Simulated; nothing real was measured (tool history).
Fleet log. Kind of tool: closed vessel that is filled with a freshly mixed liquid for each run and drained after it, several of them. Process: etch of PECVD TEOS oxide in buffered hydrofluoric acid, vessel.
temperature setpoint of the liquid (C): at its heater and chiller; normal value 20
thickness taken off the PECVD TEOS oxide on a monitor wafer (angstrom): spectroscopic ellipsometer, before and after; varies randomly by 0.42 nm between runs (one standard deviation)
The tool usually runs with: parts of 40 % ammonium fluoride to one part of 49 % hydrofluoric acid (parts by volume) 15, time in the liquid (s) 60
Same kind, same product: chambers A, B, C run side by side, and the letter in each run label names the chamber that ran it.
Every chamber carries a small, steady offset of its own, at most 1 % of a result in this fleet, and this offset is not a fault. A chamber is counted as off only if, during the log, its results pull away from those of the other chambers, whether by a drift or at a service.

run     day  temperature setpoint of the liquid (C)  parts of 40 % ammonium fluoride to one part of 49 % hydrofluoric acid (parts by volume)  time in the liquid (s)  hours since the thermometer was replaced  hours since the hydrofluoric acid flow meter was replaced  read-back film thickness of the PECVD TEOS oxide reference wafer, read on the same gauge (nm)  thickness taken off the PECVD TEOS oxide on a monitor wafer (angstrom)
 1C   0.246                                      20                                                                                       15                      60                                     934.1                                                      530.6                                                                                         29.968                                                                  578.66
 2A   0.538                                      20                                                                                       15                      60                                     342.7                                                        265                                                                                         30.001                                                                  580.76
 3B   1.062                                      20                                                                                       15                      60                                    1049.9                                                      874.1                                                                                         29.989                                                                  590.67
 4C   1.608                                      20                                                                                       15                      60                                     966.8                                                      563.3                                                                                          30.01                                                                  593.23
 5B   1.875                                      20                                                                                       15                      60                                    1069.4                                                      893.6                                                                                         29.982                                                                  581.49
 6A   2.417                                      20                                                                                       15                      60                                     387.8                                                      310.1                                                                                         30.032                                                                  587.56
 7C   2.767                                      20                                                                                       15                      60                                     994.6                                                      591.1                                                                                         30.033                                                                  589.71
 8B     3.2                                      20                                                                                       15                      60                                    1101.2                                                      925.4                                                                                         29.992                                                                  587.45
 9A   3.679                                      20                                                                                       15                      60                                     418.1                                                      340.4                                                                                         30.016                                                                  582.69
      3.717  -- chamber B: thermometer replaced
10A   4.079                                      18                                                                                       15                      60                                     427.7                                                        350                                                                                          30.02                                                                  524.01
11C   4.479                                      18                                                                                       15                      60                                    1035.7                                                      632.2                                                                                         29.967                                                                  521.11
12B   4.979                                      18                                                                                       15                      60                                      30.4                                                      968.1                                                                                         29.995                                                                  522.22
      5.246  -- chamber C: hydrofluoric acid flow meter replaced
13A   5.417                                      20                                                                                       15                      60                                     459.8                                                      382.1                                                                                         29.983                                                                  584.38
14B   5.696                                      20                                                                                       15                      60                                      47.6                                                      985.3                                                                                         30.005                                                                  578.97
15C   6.058                                      20                                                                                       15                      60                                    1073.6                                                       19.5                                                                                         30.018                                                                  582.14
16B   6.425                                      20                                                                                       15                      60                                      65.1                                                     1002.8                                                                                         29.961                                                                  595.98
17A   6.738                                      20                                                                                       15                      60                                     491.5                                                      413.8                                                                                         29.967                                                                  572.97
18C   7.071                                      20                                                                                       13                      50                                    1097.9                                                       43.8                                                                                         30.022                                                                  552.84
19A   7.488                                      20                                                                                       13                      50                                     509.5                                                      431.8                                                                                          30.04                                                                  560.45
20B    7.95                                      20                                                                                       13                      50                                     101.7                                                     1039.4                                                                                         30.004                                                                  561.32
21C   8.267                                      20                                                                                       15                      60                                    1126.6                                                       72.5                                                                                         30.021                                                                  593.46
22B     8.8                                      20                                                                                       15                      60                                     122.1                                                     1059.8                                                                                         29.978                                                                   590.6
23A   9.112                                      20                                                                                       15                      60                                     548.5                                                      470.8                                                                                         30.001                                                                  584.72
24C   9.392                                      20                                                                                       15                      60                                    1153.6                                                       99.5                                                                                         30.009                                                                  581.76
25A   9.729                                      20                                                                                       15                      60                                     563.3                                                      485.6                                                                                         30.004                                                                  594.05
26C  10.079                                      20                                                                                       15                      60                                    1170.1                                                        116                                                                                          30.03                                                                  581.09
27B  10.346                                      20                                                                                       15                      60                                     159.2                                                     1096.9                                                                                         29.979                                                                  598.28
28A  10.729                                    24.5                                                                                     19.5                      60                                     587.3                                                      509.6                                                                                         29.993                                                                  576.71
29B  11.242                                    24.5                                                                                     19.5                      60                                     180.7                                                     1118.4                                                                                         30.006                                                                  583.26
30C  11.667                                    24.5                                                                                     19.5                      60                                    1208.2                                                      154.1                                                                                         29.992                                                                  580.84
      11.95  -- chamber A: hydrofluoric acid flow meter replaced
31B      12                                      20                                                                                       15                      60                                     198.9                                                     1136.6                                                                                         30.026                                                                  595.32
32C  12.296                                      20                                                                                       15                      60                                    1223.3                                                      169.2                                                                                         29.989                                                                  581.57
33A  12.733                                      20                                                                                       15                      60                                     635.4                                                       18.8                                                                                         30.007                                                                  586.64
34A    13.2                                      20                                                                                       15                      60                                     646.6                                                         30                                                                                          30.01                                                                   581.8
35C   13.45                                      20                                                                                       15                      60                                      1251                                                      196.9                                                                                         29.986                                                                  592.44
36B  13.983                                      20                                                                                       15                      60                                     246.5                                                     1184.2                                                                                         30.001                                                                     599
37C  14.467                                      20                                                                                       15                      60                                    1275.4                                                      221.3                                                                                         30.024                                                                  589.66
38A  14.729                                    17.5                                                                                       15                      85                                     683.3                                                       66.7                                                                                          29.97                                                                  716.99
39B  15.046                                    17.5                                                                                       15                      85                                       272                                                     1209.7                                                                                         29.988                                                                     751
40A  15.454                                    17.5                                                                                       15                      85                                     700.7                                                       84.1                                                                                         29.982                                                                  720.95
41C  15.875                                      20                                                                                       15                      60                                    1309.2                                                      255.1                                                                                         29.992                                                                  584.55
42B    16.3                                      20                                                                                       15                      60                                     302.1                                                     1239.8                                                                                         30.021                                                                     597
43A  16.542                                      20                                                                                       15                      60                                     726.8                                                      110.2                                                                                         29.975                                                                  592.73
44C  16.933                                      20                                                                                       15                      60                                    1334.6                                                      280.5                                                                                         29.999                                                                  580.76

Is one chamber out of step, is the gauge drifting, or do the chambers differ by no more than their own small offsets? For an off chamber, give its letter and the likeliest cause.

Little by little, chamber B moves away from the other chambers.
Most likely cause: hydrofluoric acid flow above the setpoint (%) = 4.63.

Which of the 4 candidates below, each the usual settings with something changed and its results left as question marks, puts chamber B back in line with what the other chambers give on the usual settings?
A result is in line if it is within this distance of the other chambers' mean on the usual settings: thickness taken off the PECVD TEOS oxide on a monitor wafer (angstrom) 15
45B-1  17.329                                      20                                                                                     14.5                      60                                                                                                                                                                                                                                                                           ?
45B-2  17.329                                      20                                                                                       15                      65                                                                                                                                                                                                                                                                           ?
45B-3  17.329                                      20                                                                                       15                      55                                                                                                                                                                                                                                                                           ?
45B-4  17.329                                      20                                                                                     15.5                      60                                                                                                                                                                                                                                                                           ?

The mean the other chambers reach with the usual settings: thickness taken off the PECVD TEOS oxide on a monitor wafer (angstrom) 584.43
  run  thickness taken off the PECVD TEOS oxide on a monitor wafer (angstrom)
45B-1                                                                  627.96
45B-2                                                                  658.19
45B-3                                                                  556.93
45B-4                                                                   588.4
45B-4 is the one that brings the chamber's results back in line with the other chambers.
